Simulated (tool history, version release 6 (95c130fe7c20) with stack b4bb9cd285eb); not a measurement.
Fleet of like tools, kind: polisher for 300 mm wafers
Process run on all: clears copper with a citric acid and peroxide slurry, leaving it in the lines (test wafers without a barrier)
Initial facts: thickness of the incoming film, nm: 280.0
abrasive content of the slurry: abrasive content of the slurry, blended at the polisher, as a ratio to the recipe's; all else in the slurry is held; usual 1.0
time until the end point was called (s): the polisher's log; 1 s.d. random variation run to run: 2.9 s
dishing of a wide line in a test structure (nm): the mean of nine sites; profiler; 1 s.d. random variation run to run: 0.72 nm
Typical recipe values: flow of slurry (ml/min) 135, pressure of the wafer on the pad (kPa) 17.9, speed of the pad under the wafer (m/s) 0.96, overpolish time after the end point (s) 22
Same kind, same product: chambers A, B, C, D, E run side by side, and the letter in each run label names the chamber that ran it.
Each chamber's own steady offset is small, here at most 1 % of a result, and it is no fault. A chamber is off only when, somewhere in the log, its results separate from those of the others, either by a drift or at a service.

run,hour,flow of slurry (ml/min),pressure of the wafer on the pad (kPa),speed of the pad under the wafer (m/s),abrasive content of the slurry,overpolish time after the end point (s),wafers polished on this pad,hours since the slurry nozzle was cleaned,hours since the head pressure was calibrated,hours since the slurry blender was calibrated,time until the end point was called (s),dishing of a wide line in a test structure (nm)
1E,2.9,135,17.9,0.96,1.0,22,129,647.4,322.4,98.4,152.06,30.577
2A,6.6,135,17.9,0.96,1.0,22,566,167.0,17.9,427.6,149.68,29.260
# hour 9.4: chamber A: slurry blender recalibrated
3D,10.3,135,17.9,0.96,1.0,22,918,374.1,485.7,187.7,150.77,28.915
4B,14.9,135,17.9,0.96,1.0,22,1013,188.7,739.7,78.3,150.91,30.079
# hour 17.2: chamber A: worn pad replaced by a new one
5C,20.2,135,17.9,0.96,1.0,22,991,566.0,1036.5,316.3,151.73,27.988
# hour 20.3: chamber E: head pressure recalibrated
6C,23.2,135,17.9,0.96,1.0,22,1013,569.0,1039.5,319.3,147.15,29.828
7A,26.1,135,17.9,0.96,1.0,22,67,186.5,37.4,16.7,151.56,28.759
8D,28.9,135,17.9,0.96,1.0,22,1059,392.7,504.3,206.3,151.48,30.740
9B,33.7,135,17.9,0.96,1.0,22,1154,207.5,758.5,97.1,150.48,30.336
10E,38.9,135,17.9,0.96,1.0,22,401,683.4,18.7,134.4,148.29,29.509
11D,41.7,135,17.9,0.96,1.0,22,1155,405.5,517.1,219.1,148.79,29.012
12C,46.9,135,17.9,0.96,1.0,22,1192,592.7,1063.2,343.0,149.24,28.396
# hour 48.2: chamber B: worn pad replaced by a new one
13B,51.3,135,17.9,1.22,1.0,22,23,225.1,776.1,114.7,115.13,36.634
# hour 55.1: chamber E: worn pad replaced by a new one
14E,55.7,135,17.9,1.22,1.0,22,4,700.2,35.5,151.2,117.39,36.846
# hour 56.4: chamber C: worn pad replaced by a new one
15A,58.3,135,17.9,1.22,1.0,22,310,218.7,69.6,48.9,116.95,36.873
16E,63.2,135,17.9,1.22,1.0,22,61,707.7,43.0,158.7,115.29,36.674
17A,66.9,135,17.9,1.22,1.0,22,375,227.3,78.2,57.5,120.51,36.541
# hour 67.7: chamber D: worn pad replaced by a new one
18B,71.3,115,17.9,0.96,1.0,13,174,245.1,796.1,134.7,155.37,18.064
# hour 71.5: chamber E: slurry nozzle cleaned
# hour 74.4: chamber C: head pressure recalibrated
19D,76.2,115,17.9,0.96,1.0,13,64,440.0,551.6,253.6,154.81,17.898
20C,79.8,115,17.9,0.96,1.0,13,176,625.6,5.5,375.9,157.93,17.717
21E,84.2,115,17.9,0.96,1.0,13,219,12.8,64.0,179.7,154.25,18.070
22B,87.1,115,17.9,0.96,1.0,13,293,260.9,811.9,150.5,155.17,16.784
23C,93.1,135,17.9,0.96,1.0,22,277,638.9,18.8,389.2,154.32,30.756
24D,96.0,135,17.9,0.96,1.0,22,213,459.8,571.4,273.4,153.91,28.410
# hour 98.7: chamber C: slurry nozzle cleaned
# hour 100.2: chamber D: slurry blender recalibrated
25A,101.2,135,17.9,0.96,1.0,22,634,261.6,112.5,91.8,146.19,30.815
26B,104.8,135,17.9,0.96,1.0,22,427,278.6,829.6,168.2,147.90,28.991
27C,108.0,135,17.9,0.96,1.0,22,389,9.3,33.7,404.1,150.19,29.037
28E,111.8,135,17.9,0.96,1.0,22,427,40.4,91.6,207.3,149.29,30.061
# hour 115.2: chamber A: worn pad replaced by a new one
29D,115.7,135,17.9,0.96,1.0,22,362,479.5,591.1,15.6,150.30,29.397
30A,119.6,135,17.9,0.96,1.0,22,33,280.0,130.9,110.2,151.34,30.509
31C,122.8,135,17.9,0.96,1.0,22,501,24.1,48.5,418.9,146.43,29.718
32E,127.0,135,17.9,0.96,1.0,22,542,55.6,106.8,222.5,152.90,29.605
33D,132.2,135,17.9,0.96,1.0,22,486,496.0,607.6,32.1,146.32,28.027
34A,135.8,135,17.9,0.96,1.0,22,155,296.2,147.1,126.4,145.59,29.593
35B,141.8,135,17.9,0.96,1.0,22,706,315.6,866.6,205.2,146.85,29.983
36B,144.4,135,17.9,0.96,0.9,22,725,318.2,869.2,207.8,150.92,30.182
# hour 144.8: chamber E: worn pad replaced by a new one
37A,148.8,135,17.9,0.96,0.9,22,253,309.2,160.1,139.4,154.09,28.541
38E,153.5,135,17.9,0.96,0.9,22,66,82.1,133.3,249.0,153.43,29.587
39C,156.8,135,17.9,0.96,0.9,22,757,58.1,82.5,452.9,154.55,28.396
40D,160.4,135,17.9,0.96,0.9,22,699,524.2,635.8,60.3,150.75,28.396
41E,165.8,135,17.9,0.96,1.0,22,158,94.4,145.6,261.3,149.13,28.903
42B,169.9,135,17.9,0.96,1.0,22,918,343.7,894.7,233.3,148.17,29.360

Has any chamber moved away from the others, gradually or after a service, or does the common gauge drift, or do the chambers differ only by their own small steady offsets? State the chamber and the most likely cause if one applies.

Nothing is wrong: each chamber keeps only its own small, steady offset and the gauge holds still.
